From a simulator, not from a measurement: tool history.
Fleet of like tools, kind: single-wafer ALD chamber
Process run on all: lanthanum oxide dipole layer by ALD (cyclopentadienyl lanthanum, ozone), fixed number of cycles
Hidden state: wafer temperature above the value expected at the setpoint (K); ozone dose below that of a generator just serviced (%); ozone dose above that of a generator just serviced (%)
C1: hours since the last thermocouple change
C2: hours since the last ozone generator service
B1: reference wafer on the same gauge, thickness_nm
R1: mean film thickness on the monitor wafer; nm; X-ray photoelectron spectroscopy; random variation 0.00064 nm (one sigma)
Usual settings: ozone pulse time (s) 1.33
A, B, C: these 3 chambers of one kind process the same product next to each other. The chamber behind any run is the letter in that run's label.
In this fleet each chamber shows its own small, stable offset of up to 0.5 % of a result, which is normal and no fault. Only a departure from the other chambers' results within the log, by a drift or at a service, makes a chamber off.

-- day=0.071 chamber C: thermocouple changed; heater temperature recalibrated
run 1A day=0.479 | ozone_pulse_time_(s)=1.33 | C1=273.9 C2=1104.4 | B1=0.45813 | R1=0.54012
run 2B day=0.825 | ozone_pulse_time_(s)=1.33 | C1=1042.4 C2=1526.5 | B1=0.45807 | R1=0.53557
run 3C day=1.342 | ozone_pulse_time_(s)=1.33 | C1=30.5 C2=136.2 | B1=0.45827 | R1=0.53774
run 4A day=1.896 | ozone_pulse_time_(s)=1.33 | C1=307.9 C2=1138.4 | B1=0.45823 | R1=0.54156
run 5C day=2.162 | ozone_pulse_time_(s)=1.33 | C1=50.2 C2=155.9 | B1=0.45814 | R1=0.53698
run 6B day=2.667 | ozone_pulse_time_(s)=1.33 | C1=1086.6 C2=1570.7 | B1=0.45845 | R1=0.53522
run 7C day=3.038 | ozone_pulse_time_(s)=0.86 | C1=71.2 C2=176.9 | B1=0.45846 | R1=0.47231
run 8A day=3.617 | ozone_pulse_time_(s)=0.86 | C1=349.2 C2=1179.7 | B1=0.45843 | R1=0.47749
run 9B day=4.104 | ozone_pulse_time_(s)=0.86 | C1=1121.1 C2=1605.2 | B1=0.45836 | R1=0.47262
run 10A day=4.396 | ozone_pulse_time_(s)=1.33 | C1=367.9 C2=1198.4 | B1=0.45845 | R1=0.54048
run 11C day=4.812 | ozone_pulse_time_(s)=1.33 | C1=113.8 C2=219.5 | B1=0.45846 | R1=0.53933
run 12B day=5.258 | ozone_pulse_time_(s)=1.33 | C1=1148.8 C2=1632.9 | B1=0.45856 | R1=0.53572
run 13A day=5.675 | ozone_pulse_time_(s)=1.33 | C1=398.6 C2=1229.1 | B1=0.45864 | R1=0.54029
-- day=6.067 chamber B: ozone generator serviced
run 14C day=6.188 | ozone_pulse_time_(s)=1.33 | C1=146.8 C2=252.5 | B1=0.45863 | R1=0.53876
-- day=6.554 chamber A: ozone generator serviced
run 15B day=6.779 | ozone_pulse_time_(s)=1.33 | C1=1185.3 C2=17.1 | B1=0.45884 | R1=0.53580
run 16C day=7.379 | ozone_pulse_time_(s)=1.33 | C1=175.4 C2=281.1 | B1=0.45896 | R1=0.53833
run 17B day=7.688 | ozone_pulse_time_(s)=1.33 | C1=1207.1 C2=38.9 | B1=0.45876 | R1=0.53668
run 18A day=8.267 | ozone_pulse_time_(s)=1.33 | C1=460.8 C2=41.2 | B1=0.45901 | R1=0.54151
run 19C day=8.567 | ozone_pulse_time_(s)=1.33 | C1=203.9 C2=309.6 | B1=0.45904 | R1=0.53895
run 20B day=8.833 | ozone_pulse_time_(s)=1.33 | C1=1234.6 C2=66.4 | B1=0.45892 | R1=0.53605
run 21A day=9.304 | ozone_pulse_time_(s)=1.33 | C1=485.7 C2=66.1 | B1=0.45911 | R1=0.54186
run 22A day=9.725 | ozone_pulse_time_(s)=1.33 | C1=495.8 C2=76.2 | B1=0.45917 | R1=0.54040
run 23C day=10.250 | ozone_pulse_time_(s)=1.33 | C1=244.3 C2=350.0 | B1=0.45916 | R1=0.53866
run 24B day=10.583 | ozone_pulse_time_(s)=1.33 | C1=1276.6 C2=108.4 | B1=0.45915 | R1=0.53548
run 25A day=10.883 | ozone_pulse_time_(s)=1.33 | C1=523.6 C2=104.0 | B1=0.45929 | R1=0.54150
run 26C day=11.158 | ozone_pulse_time_(s)=1.33 | C1=266.1 C2=371.8 | B1=0.45945 | R1=0.53918
run 27B day=11.612 | ozone_pulse_time_(s)=1.61 | C1=1301.3 C2=133.1 | B1=0.45939 | R1=0.55507
run 28A day=11.967 | ozone_pulse_time_(s)=1.61 | C1=549.6 C2=130.0 | B1=0.45935 | R1=0.55915
run 29B day=12.442 | ozone_pulse_time_(s)=1.61 | C1=1321.2 C2=153.0 | B1=0.45949 | R1=0.55390
run 30C day=13.017 | ozone_pulse_time_(s)=1.33 | C1=310.7 C2=416.4 | B1=0.45948 | R1=0.53839
run 31B day=13.512 | ozone_pulse_time_(s)=1.33 | C1=1346.9 C2=178.7 | B1=0.45951 | R1=0.53776
run 32A day=13.996 | ozone_pulse_time_(s)=1.33 | C1=598.3 C2=178.7 | B1=0.45956 | R1=0.54212
run 33C day=14.579 | ozone_pulse_time_(s)=1.33 | C1=348.2 C2=453.9 | B1=0.45973 | R1=0.53803
run 34B day=15.058 | ozone_pulse_time_(s)=1.33 | C1=1384.0 C2=215.8 | B1=0.45973 | R1=0.53753
run 35A day=15.483 | ozone_pulse_time_(s)=1.33 | C1=634.0 C2=214.4 | B1=0.45976 | R1=0.54153
run 36C day=15.850 | ozone_pulse_time_(s)=1.33 | C1=378.7 C2=484.4 | B1=0.45969 | R1=0.53910
run 37A day=16.308 | ozone_pulse_time_(s)=1.33 | C1=653.8 C2=234.2 | B1=0.45983 | R1=0.54294
run 38C day=16.896 | ozone_pulse_time_(s)=1.33 | C1=403.8 C2=509.5 | B1=0.45992 | R1=0.54001
run 39B day=17.283 | ozone_pulse_time_(s)=1.69 | C1=1437.4 C2=269.2 | B1=0.46002 | R1=0.55782
run 40C day=17.592 | ozone_pulse_time_(s)=1.69 | C1=420.5 C2=526.2 | B1=0.45993 | R1=0.56039
run 41B day=18.000 | ozone_pulse_time_(s)=1.69 | C1=1454.6 C2=286.4 | B1=0.45997 | R1=0.55745
run 42A day=18.546 | ozone_pulse_time_(s)=0.83 | C1=707.5 C2=287.9 | B1=0.46000 | R1=0.47419
run 43C day=18.954 | ozone_pulse_time_(s)=0.83 | C1=453.2 C2=558.9 | B1=0.46010 | R1=0.46775
run 44A day=19.279 | ozone_pulse_time_(s)=0.83 | C1=725.1 C2=305.5 | B1=0.46016 | R1=0.47311

Does one chamber stand apart from the rest, does the shared gauge drift, or is all well apart from small per-chamber offsets? Give the chamber and the most likely cause, where there is one.

The gauge drifts, so all chambers seem to drift together. No chamber is off.
Likeliest cause: gauge reads high (%) = 0.49.
